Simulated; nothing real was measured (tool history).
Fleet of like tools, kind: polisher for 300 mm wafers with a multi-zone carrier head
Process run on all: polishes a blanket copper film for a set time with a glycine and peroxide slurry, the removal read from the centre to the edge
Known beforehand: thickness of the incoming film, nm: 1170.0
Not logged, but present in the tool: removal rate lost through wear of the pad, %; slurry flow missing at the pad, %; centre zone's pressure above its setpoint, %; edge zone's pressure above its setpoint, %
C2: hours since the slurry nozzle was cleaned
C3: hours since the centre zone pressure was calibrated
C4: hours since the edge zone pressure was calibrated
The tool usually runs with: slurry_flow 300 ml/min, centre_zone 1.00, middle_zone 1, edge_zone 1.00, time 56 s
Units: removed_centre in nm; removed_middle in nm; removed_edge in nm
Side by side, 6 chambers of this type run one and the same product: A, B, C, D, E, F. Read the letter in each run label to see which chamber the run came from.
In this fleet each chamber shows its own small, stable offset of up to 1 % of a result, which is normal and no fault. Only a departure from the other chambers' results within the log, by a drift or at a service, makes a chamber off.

At day 0.133: chamber C: worn pad replaced by a new one.
Run 1E, day 0.317: usual settings; wafers polished on this pad 543; C2 430.6; C3 232.1; C4 1177.2. Result: removed_centre 495.51 nm, removed_middle 495.56 nm, removed_edge 499.28 nm.
Run 2C, day 0.692: usual settings; wafers polished on this pad 178; C2 181.7; C3 267.0; C4 466.9. Result: removed_centre 488.28 nm, removed_middle 486.91 nm, removed_edge 495.90 nm.
At day 0.783: chamber B: centre zone pressure recalibrated.
Run 3A, day 0.971: usual settings; wafers polished on this pad 691; C2 69.4; C3 875.3; C4 908.7. Result: removed_centre 492.22 nm, removed_middle 495.35 nm, removed_edge 498.19 nm.
At day 0.992: chamber E: worn pad replaced by a new one.
At day 1.221: chamber F: worn pad replaced by a new one.
Run 4F, day 1.288: usual settings; wafers polished on this pad 21; C2 393.0; C3 612.9; C4 441.6. Result: removed_centre 501.32 nm, removed_middle 498.14 nm, removed_edge 494.52 nm.
At day 1.325: chamber D: worn pad replaced by a new one.
At day 1.379: chamber B: edge zone pressure recalibrated.
Run 5D, day 1.662: usual settings but slurry_flow 250 ml/min, centre_zone 0.90; wafers polished on this pad 107; C2 78.6; C3 421.8; C4 597.3. Result: removed_centre 431.44 nm, removed_middle 489.82 nm, removed_edge 492.63 nm.
Run 6B, day 1.888: usual settings but slurry_flow 250 ml/min, centre_zone 0.90; wafers polished on this pad 843; C2 136.6; C3 26.5; C4 12.2. Result: removed_centre 431.73 nm, removed_middle 479.48 nm, removed_edge 495.38 nm.
Run 7E, day 2.175: usual settings but slurry_flow 250 ml/min, centre_zone 0.90; wafers polished on this pad 376; C2 475.2; C3 276.7; C4 1221.8. Result: removed_centre 427.37 nm, removed_middle 479.66 nm, removed_edge 494.02 nm.
At day 2.200: chamber A: worn pad replaced by a new one.
Run 8F, day 2.438: usual settings but slurry_flow 250 ml/min, centre_zone 0.90; wafers polished on this pad 386; C2 420.6; C3 640.5; C4 469.2. Result: removed_centre 438.14 nm, removed_middle 485.93 nm, removed_edge 480.78 nm.
At day 2.533: chamber E: edge zone pressure recalibrated.
Run 9A, day 2.696: usual settings but slurry_flow 250 ml/min, centre_zone 0.90; wafers polished on this pad 158; C2 110.8; C3 916.7; C4 950.1. Result: removed_centre 432.52 nm, removed_middle 488.99 nm, removed_edge 496.74 nm.
At day 2.762: chamber C: worn pad replaced by a new one.
Run 10C, day 2.900: usual settings but slurry_flow 250 ml/min, centre_zone 0.90; wafers polished on this pad 44; C2 234.7; C3 320.0; C4 519.9. Result: removed_centre 430.45 nm, removed_middle 486.16 nm, removed_edge 485.07 nm.
Run 11D, day 3.212: usual settings; wafers polished on this pad 599; C2 115.8; C3 459.0; C4 634.5. Result: removed_centre 494.78 nm, removed_middle 498.15 nm, removed_edge 485.28 nm.
At day 3.454: chamber E: worn pad replaced by a new one.
Run 12B, day 3.529: usual settings; wafers polished on this pad 1363; C2 176.0; C3 65.9; C4 51.6. Result: removed_centre 499.23 nm, removed_middle 488.41 nm, removed_edge 509.72 nm.
At day 3.571: chamber F: worn pad replaced by a new one.
Run 13E, day 3.879: usual settings; wafers polished on this pad 135; C2 516.1; C3 317.6; C4 32.3. Result: removed_centre 499.23 nm, removed_middle 497.76 nm, removed_edge 500.75 nm.
At day 3.933: chamber D: worn pad replaced by a new one.
At day 4.208: chamber B: worn pad replaced by a new one.
Run 14F, day 4.212: usual settings; wafers polished on this pad 204; C2 463.2; C3 683.1; C4 511.8. Result: removed_centre 500.86 nm, removed_middle 492.23 nm, removed_edge 491.54 nm.
Run 15A, day 4.438: usual settings; wafers polished on this pad 710; C2 152.6; C3 958.5; C4 991.9. Result: removed_centre 494.60 nm, removed_middle 495.05 nm, removed_edge 495.45 nm.
Run 16D, day 4.617: usual settings; wafers polished on this pad 217; C2 149.5; C3 492.7; C4 668.2. Result: removed_centre 489.13 nm, removed_middle 492.63 nm, removed_edge 491.28 nm.
Run 17B, day 4.829: usual settings; wafers polished on this pad 197; C2 207.2; C3 97.1; C4 82.8. Result: removed_centre 495.95 nm, removed_middle 492.83 nm, removed_edge 509.12 nm.
At day 5.029: chamber F: edge zone pressure recalibrated.
Run 18C, day 5.204: usual settings; wafers polished on this pad 775; C2 290.0; C3 375.3; C4 575.2. Result: removed_centre 482.92 nm, removed_middle 493.11 nm, removed_edge 488.78 nm.
At day 5.358: chamber C: worn pad replaced by a new one.
Run 19B, day 5.475: usual settings; wafers polished on this pad 402; C2 222.7; C3 112.6; C4 98.3. Result: removed_centre 492.85 nm, removed_middle 488.59 nm, removed_edge 501.81 nm.
At day 5.817: chamber F: worn pad replaced by a new one.
At day 5.817: chamber F: slurry nozzle cleaned.
Run 20D, day 5.817: usual settings but edge_zone 0.91; wafers polished on this pad 598; C2 178.3; C3 521.5; C4 697.0. Result: removed_centre 491.44 nm, removed_middle 491.49 nm, removed_edge 461.33 nm.
At day 5.896: chamber A: worn pad replaced by a new one.
Run 21A, day 6.004: usual settings but edge_zone 0.91; wafers polished on this pad 34; C2 190.2; C3 996.1; C4 1029.5. Result: removed_centre 496.23 nm, removed_middle 501.43 nm, removed_edge 473.46 nm.
At day 6.138: chamber E: worn pad replaced by a new one.
At day 6.242: chamber D: centre zone pressure recalibrated.
Run 22E, day 6.296: usual settings but edge_zone 0.91; wafers polished on this pad 50; C2 574.1; C3 375.6; C4 90.3. Result: removed_centre 491.90 nm, removed_middle 494.11 nm, removed_edge 485.72 nm.
At day 6.371: chamber D: worn pad replaced by a new one.
Run 23F, day 6.671: usual settings but edge_zone 0.91; wafers polished on this pad 271; C2 20.5; C3 742.1; C4 39.4. Result: removed_centre 501.58 nm, removed_middle 499.72 nm, removed_edge 472.94 nm.
Run 24C, day 6.933: usual settings but edge_zone 0.91; wafers polished on this pad 500; C2 331.5; C3 416.8; C4 616.7. Result: removed_centre 486.80 nm, removed_middle 490.48 nm, removed_edge 461.28 nm.
Run 25A, day 7.275: usual settings but edge_zone 0.91; wafers polished on this pad 437; C2 220.7; C3 1026.6; C4 1060.0. Result: removed_centre 491.85 nm, removed_middle 498.44 nm, removed_edge 471.27 nm.
Run 26E, day 7.462: usual settings; wafers polished on this pad 420; C2 602.1; C3 403.6; C4 118.3. Result: removed_centre 489.55 nm, removed_middle 495.38 nm, removed_edge 498.52 nm.
At day 7.508: chamber C: worn pad replaced by a new one.
Run 27B, day 7.692: usual settings; wafers polished on this pad 1106; C2 275.9; C3 165.8; C4 151.5. Result: removed_centre 493.74 nm, removed_middle 490.68 nm, removed_edge 495.49 nm.
Run 28C, day 7.896: usual settings; wafers polished on this pad 123; C2 354.6; C3 439.9; C4 639.8. Result: removed_centre 499.21 nm, removed_middle 489.46 nm, removed_edge 488.38 nm.
Run 29F, day 8.225: usual settings; wafers polished on this pad 764; C2 57.8; C3 779.4; C4 76.7. Result: removed_centre 495.63 nm, removed_middle 496.95 nm, removed_edge 496.11 nm.
At day 8.329: chamber F: worn pad replaced by a new one.
Run 30D, day 8.408: usual settings; wafers polished on this pad 647; C2 240.5; C3 52.1; C4 759.2. Result: removed_centre 496.60 nm, removed_middle 490.85 nm, removed_edge 498.34 nm.
Run 31A, day 8.779: usual settings but time 66 s; wafers polished on this pad 915; C2 256.8; C3 1062.7; C4 1096.1. Result: removed_centre 579.14 nm, removed_middle 584.14 nm, removed_edge 590.07 nm.
At day 8.783: chamber D: worn pad replaced by a new one.
At day 8.846: chamber B: worn pad replaced by a new one.
At day 8.879: chamber E: worn pad replaced by a new one.
Run 32D, day 9.100: usual settings but time 66 s; wafers polished on this pad 100; C2 257.1; C3 68.7; C4 775.8. Result: removed_centre 578.47 nm, removed_middle 574.50 nm, removed_edge 586.59 nm.
Run 33B, day 9.412: usual settings but time 66 s; wafers polished on this pad 179; C2 317.2; C3 207.1; C4 192.8. Result: removed_centre 582.60 nm, removed_middle 583.51 nm, removed_edge 584.72 nm.
At day 9.567: chamber C: worn pad replaced by a new one.
Run 34C, day 9.600: usual settings but time 66 s; wafers polished on this pad 11; C2 395.5; C3 480.8; C4 680.7. Result: removed_centre 577.47 nm, removed_middle 581.60 nm, removed_edge 570.68 nm.
At day 9.746: chamber A: worn pad replaced by a new one.
Run 35F, day 9.904: usual settings but time 66 s; wafers polished on this pad 500; C2 98.1; C3 819.7; C4 117.0. Result: removed_centre 583.35 nm, removed_middle 579.97 nm, removed_edge 589.73 nm.
At day 10.071: chamber C: edge zone pressure recalibrated.
Run 36E, day 10.229: usual settings but time 66 s; wafers polished on this pad 428; C2 668.5; C3 470.0; C4 184.7. Result: removed_centre 575.23 nm, removed_middle 582.64 nm, removed_edge 587.74 nm.
Run 37D, day 10.533: usual settings but centre_zone 0.93, time 75 s; wafers polished on this pad 555; C2 291.5; C3 103.1; C4 810.2. Result: removed_centre 609.47 nm, removed_middle 662.53 nm, removed_edge 650.88 nm.
At day 10.725: chamber F: worn pad replaced by a new one.
Run 38F, day 10.838: usual settings but centre_zone 0.93, time 75 s; wafers polished on this pad 36; C2 120.5; C3 842.1; C4 139.4. Result: removed_centre 618.28 nm, removed_middle 662.20 nm, removed_edge 652.19 nm.
Run 39E, day 11.117: usual settings but centre_zone 0.93, time 75 s; wafers polished on this pad 710; C2 689.8; C3 491.3; C4 206.0. Result: removed_centre 600.12 nm, removed_middle 665.00 nm, removed_edge 662.81 nm.
Run 40C, day 11.488: usual settings but centre_zone 0.93, time 75 s; wafers polished on this pad 610; C2 440.8; C3 526.1; C4 34.0. Result: removed_centre 597.99 nm, removed_middle 660.03 nm, removed_edge 660.48 nm.
Run 41A, day 11.817: usual settings but centre_zone 0.93, time 75 s; wafers polished on this pad 657; C2 329.7; C3 1135.6; C4 1169.0. Result: removed_centre 608.30 nm, removed_middle 667.33 nm, removed_edge 671.39 nm.

The same settings go to every chamber for the next run, one line per chamber below. Forecast the results for each:
Run 42A, day 12.100: usual settings but slurry_flow 355 ml/min. Result: removed_centre ?, removed_middle ?, removed_edge ?.
Run 42B, day 12.100: usual settings but slurry_flow 355 ml/min. Result: removed_centre ?, removed_middle ?, removed_edge ?.
Run 42C, day 12.100: usual settings but slurry_flow 355 ml/min. Result: removed_centre ?, removed_middle ?, removed_edge ?.
Run 42D, day 12.100: usual settings but slurry_flow 355 ml/min. Result: removed_centre ?, removed_middle ?, removed_edge ?.
Run 42E, day 12.100: usual settings but slurry_flow 355 ml/min. Result: removed_centre ?, removed_middle ?, removed_edge ?.
Run 42F, day 12.100: usual settings but slurry_flow 355 ml/min. Result: removed_centre ?, removed_middle ?, removed_edge ?.

run  removed_centre  removed_middle  removed_edge
42A          501.45          508.25        501.89
42B          500.66          498.67        494.48
42C          498.95          496.92        503.60
42D          501.22          496.30        505.97
42E          496.47          502.49        509.18
42F          509.79          499.65        509.32
